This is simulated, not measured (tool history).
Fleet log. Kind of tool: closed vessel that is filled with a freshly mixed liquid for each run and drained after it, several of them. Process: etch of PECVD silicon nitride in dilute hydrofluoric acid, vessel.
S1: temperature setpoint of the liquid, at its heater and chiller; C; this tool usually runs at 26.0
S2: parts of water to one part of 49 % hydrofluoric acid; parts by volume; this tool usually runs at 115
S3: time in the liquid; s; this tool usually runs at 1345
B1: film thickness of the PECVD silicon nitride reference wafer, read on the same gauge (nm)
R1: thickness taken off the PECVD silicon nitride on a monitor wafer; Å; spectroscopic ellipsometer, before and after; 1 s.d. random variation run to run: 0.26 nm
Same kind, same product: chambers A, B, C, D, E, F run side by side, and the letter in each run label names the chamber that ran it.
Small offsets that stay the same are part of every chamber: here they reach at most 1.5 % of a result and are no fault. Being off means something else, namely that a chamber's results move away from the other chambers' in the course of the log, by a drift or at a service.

Run 1D, hour 13.5: usual settings; B1 89.992. Result: R1 491.36 Å.
Run 2E, hour 25.9: usual settings; B1 89.992. Result: R1 486.89 Å.
Run 3A, hour 35.4: usual settings; B1 89.996. Result: R1 486.85 Å.
Run 4C, hour 47.9: usual settings; B1 89.921. Result: R1 487.46 Å.
Run 5F, hour 59.6: usual settings; B1 89.988. Result: R1 483.41 Å.
Run 6B, hour 67.6: usual settings; B1 90.024. Result: R1 486.72 Å.
Run 7A, hour 79.7: usual settings; B1 89.984. Result: R1 485.59 Å.
Run 8F, hour 91.1: usual settings; B1 89.991. Result: R1 486.68 Å.
Run 9B, hour 100.0: usual settings; B1 89.972. Result: R1 488.46 Å.
Run 10D, hour 106.3: usual settings; B1 89.982. Result: R1 494.17 Å.
Run 11C, hour 120.0: usual settings; B1 89.994. Result: R1 488.45 Å.
Run 12E, hour 133.8: usual settings; B1 89.984. Result: R1 483.42 Å.
Run 13E, hour 145.3: usual settings; B1 89.967. Result: R1 488.06 Å.
Run 14B, hour 156.9: usual settings; B1 90.040. Result: R1 488.26 Å.
Run 15C, hour 170.3: usual settings; B1 90.011. Result: R1 484.11 Å.
Run 16A, hour 180.1: usual settings; B1 90.005. Result: R1 491.51 Å.
Run 17D, hour 193.1: usual settings; B1 89.996. Result: R1 489.10 Å.
Run 18F, hour 201.1: usual settings; B1 90.012. Result: R1 481.18 Å.
Run 19B, hour 215.2: usual settings; B1 90.004. Result: R1 490.82 Å.
Run 20F, hour 226.6: usual settings; B1 90.004. Result: R1 480.20 Å.
Run 21A, hour 238.0: usual settings; B1 89.970. Result: R1 488.64 Å.
Run 22C, hour 250.9: usual settings; B1 90.014. Result: R1 488.68 Å.
Run 23D, hour 263.8: usual settings; B1 89.931. Result: R1 489.37 Å.
Run 24E, hour 277.1: usual settings; B1 89.953. Result: R1 485.27 Å.
At hour 283.6: chamber A: thermometer replaced.
Run 25B, hour 287.3: usual settings but S1 28.5 C; B1 90.038. Result: R1 571.25 Å.
Run 26D, hour 301.2: usual settings but S1 28.5 C; B1 89.983. Result: R1 566.36 Å.
At hour 302.9: chamber A: hydrofluoric acid flow meter replaced.
Run 27F, hour 310.3: usual settings but S1 28.5 C; B1 90.013. Result: R1 565.69 Å.
Run 28C, hour 319.1: usual settings but S1 28.5 C; B1 90.044. Result: R1 578.38 Å.
Run 29A, hour 332.0: usual settings but S1 28.5 C; B1 90.060. Result: R1 574.72 Å.
Run 30E, hour 342.1: usual settings but S1 28.5 C; B1 90.018. Result: R1 571.16 Å.
Run 31C, hour 355.4: usual settings; B1 90.014. Result: R1 495.61 Å.
Run 32E, hour 362.1: usual settings; B1 89.992. Result: R1 484.51 Å.
Run 33F, hour 368.1: usual settings; B1 89.969. Result: R1 479.47 Å.
Run 34D, hour 376.0: usual settings; B1 90.030. Result: R1 489.13 Å.
Run 35A, hour 384.3: usual settings; B1 90.005. Result: R1 488.87 Å.
Run 36B, hour 396.2: usual settings but S3 2100 s; B1 90.004. Result: R1 762.99 Å.
Run 37E, hour 408.5: usual settings but S3 2100 s; B1 90.056. Result: R1 754.01 Å.
Run 38A, hour 419.6: usual settings but S3 2100 s; B1 89.979. Result: R1 768.12 Å.
Run 39F, hour 427.6: usual settings but S3 2100 s; B1 89.991. Result: R1 759.78 Å.

For the next run the whole fleet of 6 chambers uses the same settings. Give each chamber's results:
Run 40A, hour 437.7: usual settings. Result: R1 ?.
Run 40B, hour 437.7: usual settings. Result: R1 ?.
Run 40C, hour 437.7: usual settings. Result: R1 ?.
Run 40D, hour 437.7: usual settings. Result: R1 ?.
Run 40E, hour 437.7: usual settings. Result: R1 ?.
Run 40F, hour 437.7: usual settings. Result: R1 ?.

run      R1
40A  489.62
40B  490.23
40C  498.17
40D  487.64
40E  490.14
40F  484.09

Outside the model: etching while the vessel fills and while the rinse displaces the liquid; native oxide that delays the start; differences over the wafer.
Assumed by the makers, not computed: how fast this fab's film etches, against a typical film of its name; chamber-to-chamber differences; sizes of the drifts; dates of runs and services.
